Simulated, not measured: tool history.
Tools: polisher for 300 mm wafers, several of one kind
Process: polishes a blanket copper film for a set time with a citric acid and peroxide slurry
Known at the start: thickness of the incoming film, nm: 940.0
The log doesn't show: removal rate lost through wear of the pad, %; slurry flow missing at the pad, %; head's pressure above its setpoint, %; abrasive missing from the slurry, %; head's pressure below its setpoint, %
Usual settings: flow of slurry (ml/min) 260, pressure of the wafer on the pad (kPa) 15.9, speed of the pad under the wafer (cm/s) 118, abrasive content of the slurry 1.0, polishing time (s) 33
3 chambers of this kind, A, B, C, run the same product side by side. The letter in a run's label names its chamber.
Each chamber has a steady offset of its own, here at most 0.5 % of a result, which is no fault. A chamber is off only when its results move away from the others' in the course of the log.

run,day,flow of slurry (ml/min),pressure of the wafer on the pad (kPa),speed of the pad under the wafer (cm/s),abrasive content of the slurry,polishing time (s),wafers polished on this pad,hours since the slurry nozzle was cleaned,hours since the head pressure was calibrated,hours since the slurry blender was calibrated,film removed (Å)
# day 0.175: chamber C: worn pad replaced by a new one
# day 0.233: chamber C: slurry nozzle cleaned
1A,0.554,260,15.9,118,1.0,33,480,165.8,70.6,118.1,643.66
2C,0.933,260,15.9,118,1.0,33,177,16.9,183.0,115.2,636.30
3B,1.375,260,15.9,118,1.0,33,929,205.6,385.3,105.2,619.18
4A,1.683,260,15.9,118,1.0,33,743,192.9,97.7,145.2,620.43
# day 1.917: chamber B: worn pad replaced by a new one
5B,2.208,260,15.9,118,1.0,33,68,225.6,405.3,125.2,605.95
6C,2.617,260,15.9,118,1.0,33,568,57.3,223.4,155.6,619.91
7B,2.892,260,15.9,118,1.0,33,226,242.0,421.7,141.6,632.29
# day 3.175: chamber A: worn pad replaced by a new one
8C,3.354,260,15.9,118,1.0,33,739,75.0,241.1,173.3,622.49
9A,3.692,260,15.9,118,1.0,33,120,241.1,145.9,193.4,626.92
10A,4.104,260,15.9,118,1.0,33,216,251.0,155.8,203.3,627.06
11C,4.450,285,15.9,118,1.0,33,993,101.3,267.4,199.6,629.09
# day 4.554: chamber C: worn pad replaced by a new one
12B,4.925,285,15.9,118,1.0,33,698,290.8,470.5,190.4,609.83
13B,5.342,285,15.9,118,1.0,33,795,300.8,480.5,200.4,593.37
14C,5.646,175,15.9,118,1.0,33,253,130.0,296.1,228.3,595.35
15A,6.000,175,15.9,118,1.0,33,656,296.5,201.3,248.8,592.24
16A,6.446,175,15.9,118,1.0,33,760,307.2,212.0,259.5,599.22
# day 6.829: chamber B: worn pad replaced by a new one
17B,6.833,260,15.9,118,1.0,33,1,336.6,516.3,236.2,616.34
18C,7.100,260,15.9,118,1.0,33,591,164.9,331.0,263.2,618.43
19A,7.475,260,15.9,118,1.0,33,999,331.9,236.7,284.2,613.68
20C,7.888,190,15.9,144,1.0,33,774,183.8,349.9,282.1,733.97
# day 8.033: chamber C: worn pad replaced by a new one
21B,8.312,190,15.9,144,1.0,33,344,372.1,551.8,271.7,706.05
# day 8.350: chamber B: head pressure recalibrated
# day 8.546: chamber A: worn pad replaced by a new one
22C,8.633,190,15.9,144,1.0,33,139,201.7,367.8,300.0,722.48
# day 8.638: chamber C: slurry blender recalibrated
23A,9.042,260,15.9,118,1.0,33,115,369.5,274.3,321.8,619.62
24B,9.542,260,15.9,118,1.0,33,630,401.6,28.6,301.2,605.64
25A,9.800,260,15.9,118,1.0,33,291,387.7,292.5,340.0,635.98
26B,10.071,260,15.9,118,1.0,33,753,414.3,41.3,313.9,613.46
27C,10.450,300,18.6,118,1.0,33,561,245.3,411.4,43.5,735.03
28B,11.017,300,18.6,118,1.0,33,972,437.0,64.0,336.6,705.73
29C,11.492,300,18.6,118,1.0,33,803,270.3,436.4,68.5,736.67
30A,11.862,260,15.9,80,1.0,33,770,437.2,342.0,389.5,423.08
31B,12.179,260,15.9,80,1.0,33,1242,464.9,91.9,364.5,412.52
# day 12.250: chamber C: worn pad replaced by a new one
# day 12.504: chamber B: worn pad replaced by a new one
32C,12.533,260,15.9,80,1.0,33,66,295.3,461.4,93.5,425.54
33A,12.833,260,15.9,80,1.2,33,995,460.5,365.3,412.8,439.39
34A,13.333,260,15.9,80,1.2,33,1111,472.5,377.3,424.8,434.72
35B,13.788,260,15.9,80,1.2,33,298,503.5,130.5,403.1,413.61
# day 13.825: chamber A: slurry nozzle cleaned
# day 13.942: chamber B: slurry nozzle cleaned
36C,14.192,300,13.8,118,1.0,33,451,335.1,501.2,133.3,546.63
37A,14.517,300,13.8,118,1.0,33,1386,16.7,405.7,453.2,551.14
# day 14.625: chamber A: worn pad replaced by a new one
38C,15.033,300,13.8,118,1.0,33,647,355.3,521.4,153.5,544.10
39B,15.462,260,15.9,118,1.0,33,687,36.5,170.7,443.3,579.96
# day 15.692: chamber A: slurry blender recalibrated
40A,15.717,260,15.9,118,1.0,33,253,45.5,434.5,0.7,628.39
41C,16.212,345,15.9,118,1.0,33,920,383.6,549.7,181.8,630.01
42B,16.554,345,15.9,118,1.0,33,941,62.7,196.9,469.5,598.21
# day 16.742: chamber C: worn pad replaced by a new one
43C,16.900,345,15.9,118,1.0,33,37,400.1,566.2,198.3,634.74
44A,17.408,260,15.9,118,1.0,33,646,86.1,475.1,41.3,628.67

What goes on in this fleet: one chamber off, a drifting gauge, or nothing beyond the chambers' own small offsets? Name the chamber and the cause, if any.

Chamber B drifts away from the others.
Cause: abrasive missing from the slurry, % = 28.6.

Here are 4 candidates for chamber B's next run, each the usual settings with a change, their results left as question marks. Which one brings its results back in line with what the others give on the usual settings?
In line means no further than this from the other chambers' mean on the usual settings: film removed (Å) 27.00
45B-1,17.833,260,15.2,118,1.0,32,,,,,?
45B-2,17.833,260,15.9,118,1.0,29,,,,,?
45B-3,17.833,260,15.9,126,1.0,36,,,,,?
45B-4,17.833,260,16.5,122,1.0,33,,,,,?

The other chambers' mean on the usual settings: film removed (Å) 622.85
run,film removed (Å)
45B-1,541.67
45B-2,512.40
45B-3,678.69
45B-4,627.93
45B-4 brings the chamber back in line.
